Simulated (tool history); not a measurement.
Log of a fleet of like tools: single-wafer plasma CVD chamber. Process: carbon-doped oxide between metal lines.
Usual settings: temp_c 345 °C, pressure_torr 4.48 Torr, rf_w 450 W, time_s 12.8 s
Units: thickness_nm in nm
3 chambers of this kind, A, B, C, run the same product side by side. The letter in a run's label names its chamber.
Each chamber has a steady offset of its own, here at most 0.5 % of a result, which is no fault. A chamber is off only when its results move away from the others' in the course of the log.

run,hour,temp_c,pressure_torr,rf_w,time_s,hours since the last thermocouple change,hours since the last RF generator calibration,hours since the last manometer calibration,"read-back reference wafer on the same gauge, thickness_nm",thickness_nm
1A,6.4,345,4.48,450,12.8,1749.9,527.5,1117.9,69.499,61.556
2B,10.5,345,4.48,450,12.8,1114.0,443.4,1877.5,69.454,61.914
3C,13.7,345,4.48,450,12.8,1533.2,1510.9,51.4,69.486,61.257
4B,16.8,345,4.48,450,12.8,1120.3,449.7,1883.8,69.455,62.037
5A,23.7,345,4.48,450,12.8,1767.2,544.8,1135.2,69.501,61.729
6C,28.3,345,4.48,450,12.8,1547.8,1525.5,66.0,69.474,61.703
7A,33.8,345,4.48,450,12.8,1777.3,554.9,1145.3,69.545,61.494
8B,39.5,345,4.48,450,12.8,1143.0,472.4,1906.5,69.542,62.382
9C,43.1,359,4.48,420,12.8,1562.6,1540.3,80.8,69.503,56.509
10A,49.2,359,4.48,420,12.8,1792.7,570.3,1160.7,69.512,55.848
11B,55.8,359,4.48,420,12.8,1159.3,488.7,1922.8,69.538,56.695
12C,59.7,345,4.48,450,12.8,1579.2,1556.9,97.4,69.549,61.760
13C,62.7,337,4.48,450,12.8,1582.2,1559.9,100.4,69.438,63.479
14B,69.6,337,4.48,450,12.8,1173.1,502.5,1936.6,69.593,63.501
15A,76.3,337,4.48,450,12.8,1819.8,597.4,1187.8,69.550,62.010
16C,79.8,345,4.48,450,12.8,1599.3,1577.0,117.5,69.563,61.514
17A,83.0,345,3.63,450,14.6,1826.5,604.1,1194.5,69.499,66.190
18B,87.9,345,3.63,450,14.6,1191.4,520.8,1954.9,69.453,68.724
19C,93.0,345,3.63,450,14.6,1612.5,1590.2,130.7,69.482,68.360
20A,99.1,345,4.98,450,13.7,1842.6,620.2,1210.6,69.479,64.284

All 3 chambers run these settings next. Forecast each chamber's results:
21A,104.0,345,3.96,450,12.8,,,,,?
21B,104.0,345,3.96,450,12.8,,,,,?
21C,104.0,345,3.96,450,12.8,,,,,?

run,thickness_nm
21A,57.971
21B,60.693
21C,60.554
